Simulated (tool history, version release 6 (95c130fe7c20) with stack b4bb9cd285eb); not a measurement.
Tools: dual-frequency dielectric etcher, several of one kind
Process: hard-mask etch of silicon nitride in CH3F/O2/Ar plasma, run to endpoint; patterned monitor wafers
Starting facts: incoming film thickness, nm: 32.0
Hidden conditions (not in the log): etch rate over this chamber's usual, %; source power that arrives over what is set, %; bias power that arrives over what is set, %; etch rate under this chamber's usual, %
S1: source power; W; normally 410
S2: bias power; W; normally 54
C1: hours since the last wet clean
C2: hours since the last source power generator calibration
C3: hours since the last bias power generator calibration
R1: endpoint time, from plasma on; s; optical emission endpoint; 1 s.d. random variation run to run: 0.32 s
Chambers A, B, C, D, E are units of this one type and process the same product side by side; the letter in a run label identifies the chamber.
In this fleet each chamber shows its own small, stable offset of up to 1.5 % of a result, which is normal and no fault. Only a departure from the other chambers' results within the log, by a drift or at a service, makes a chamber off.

run   hour   S1  S2     C1      C2      C3      R1
       1.3  -- chamber B: bias power generator calibrated
 1E    7.9  410  54  127.8  1103.7  1509.3  50.627
 2C   19.9  410  54  137.9  3240.7  1880.5  50.011
 3D   31.7  410  54  224.5  3569.2   736.7  51.000
 4B   40.8  410  54   56.4  1758.6    39.6  50.676
 5A   49.0  410  54  310.1  2845.6   885.1  50.313
 6D   55.2  410  54  248.0  3592.7   760.2  51.445
 7C   66.1  410  54  184.1  3286.9  1926.7  50.853
      73.0  -- chamber A: wet clean of the chamber
 8E   73.3  410  54  193.2  1169.1  1574.7  50.564
 9A   83.8  410  54   10.9  2880.4   919.9  50.666
10B   90.9  410  54  106.5  1808.7    89.7  51.061
11E   99.3  410  54  219.2  1195.1  1600.7  50.473
12B  107.9  410  54  123.5  1825.7   106.7  51.188
13C  114.6  410  54  232.6  3335.4  1975.2  50.560
14A  124.6  410  54   51.7  2921.2   960.7  50.209
     124.9  -- chamber C: source power generator calibrated
15D  131.3  410  54  324.1  3668.8   836.3  51.345
16D  141.9  410  66  334.7  3679.4   846.9  48.091
17B  148.3  410  66  163.9  1866.1   147.1  47.509
18A  156.1  410  66   83.2  2952.7   992.2  47.082
19E  166.9  410  66  286.8  1262.7  1668.3  46.361
20C  174.5  410  66  292.5    49.7  2035.1  47.246
21E  186.1  450  54  306.0  1281.9  1687.5  48.552
22A  194.0  450  54  121.1  2990.6  1030.1  48.634
23B  206.8  450  54  222.4  1924.6   205.6  49.439
24D  219.5  450  54  412.3  3757.0   924.5  49.752
25C  228.6  450  54  346.6   103.8  2089.2  48.938
26D  237.4  410  54  430.2  3774.9   942.4  51.189
27E  247.8  410  54  367.7  1343.6  1749.2  49.172
28C  254.7  410  54  372.7   129.9  2115.3  50.679
29A  264.8  410  54  191.9  3061.4  1100.9  50.730
30B  275.6  410  54  291.2  1993.4   274.4  50.775
31D  285.0  410  54  477.8  3822.5   990.0  51.430
32C  293.2  410  54  411.2   168.4  2153.8  50.182
33A  301.7  410  54  228.8  3098.3  1137.8  50.105
34E  309.0  410  54  428.9  1404.8  1810.4  48.517
35B  317.6  490  59  333.2  2035.4   316.4  45.729
36A  329.4  490  59  256.5  3126.0  1165.5  45.409
37C  342.2  490  59  460.2   217.4  2202.8  45.611

All chambers now run identical settings, listed one chamber a line with results as question marks. What results will each chamber show?
38A  351.9  410  54               ?
38B  351.9  410  54               ?
38C  351.9  410  54               ?
38D  351.9  410  54               ?
38E  351.9  410  54               ?

run      R1
38A  50.205
38B  50.729
38C  51.203
38D  51.605
38E  47.744
